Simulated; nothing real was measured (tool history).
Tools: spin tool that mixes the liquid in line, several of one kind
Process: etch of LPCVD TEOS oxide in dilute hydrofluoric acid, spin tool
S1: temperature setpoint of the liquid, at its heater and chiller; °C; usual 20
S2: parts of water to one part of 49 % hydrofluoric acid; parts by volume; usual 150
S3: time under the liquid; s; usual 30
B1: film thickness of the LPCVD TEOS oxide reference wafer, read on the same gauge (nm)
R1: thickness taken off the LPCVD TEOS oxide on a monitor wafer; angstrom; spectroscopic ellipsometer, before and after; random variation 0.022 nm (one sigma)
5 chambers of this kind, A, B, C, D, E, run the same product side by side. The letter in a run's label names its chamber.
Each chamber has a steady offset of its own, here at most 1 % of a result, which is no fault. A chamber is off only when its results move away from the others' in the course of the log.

run	hour	S1	S2	S3	B1	R1
1E	5.4	20	150	30	59.968	43.092
2A	13.2	20	150	30	60.009	43.345
3B	20.8	20	150	30	60.013	43.727
4C	27.4	20	150	30	59.998	43.762
5D	33.1	20	150	30	60.017	43.493
6B	37.6	20	150	30	59.992	43.377
7D	45.1	20	150	30	59.983	43.053
8E	51.4	20	150	30	60.021	43.544
9A	56.2	20	150	30	59.998	43.915
10C	59.9	20	150	30	60.002	43.573
11C	65.2	20	150	30	59.988	43.694
12B	70.4	20	150	30	59.964	43.547
13D	75.3	20	150	30	60.017	43.74
14E	81.1	20	150	30	60.015	43.153
15A	86.9	20	150	30	59.994	43.201
16A	90.7	20	150	30	60.016	43.618
17E	95.3	20	150	30	60.011	43.864
18C	103.3	20	150	30	60.003	43.811
19D	109	20	150	30	59.993	43.39
20B	116.3	20	150	30	59.999	43.63
21D	123	20	150	30	60.004	42.896
22E	127.3	20	150	30	59.994	43.909
23C	134.8	20	150	30	60.009	43.588
24A	140.3	20	150	30	59.997	43.544
25B	146.6	20	150	30	59.986	43.205
26D	150.5	20	150	30	59.958	43.375
27E	155.6	20	150	30	59.996	43.221
28B	159.2	20	150	30	60.024	43.246
29A	165	20	150	30	60.031	43.508
30C	170.5	20	150	30	59.965	43.595
31B	178.4	20	150	30	60.017	43.487
32E	183.2	20	150	30	60.014	43.77
33D	190.2	20	150	30	59.998	43.284
34A	193.8	20	125	40	59.999	71.448
35C	201	20	125	40	60.01	71.687
36B	204.6	20	125	40	60.012	71.154
37D	212.3	20	125	40	59.992	72.097

Is one chamber off against the others, does the gauge drift, or is nothing wrong? If a chamber is off, say which, and what the likeliest cause is.

No chamber stands off beyond its own small offset, and the gauge holds steady.
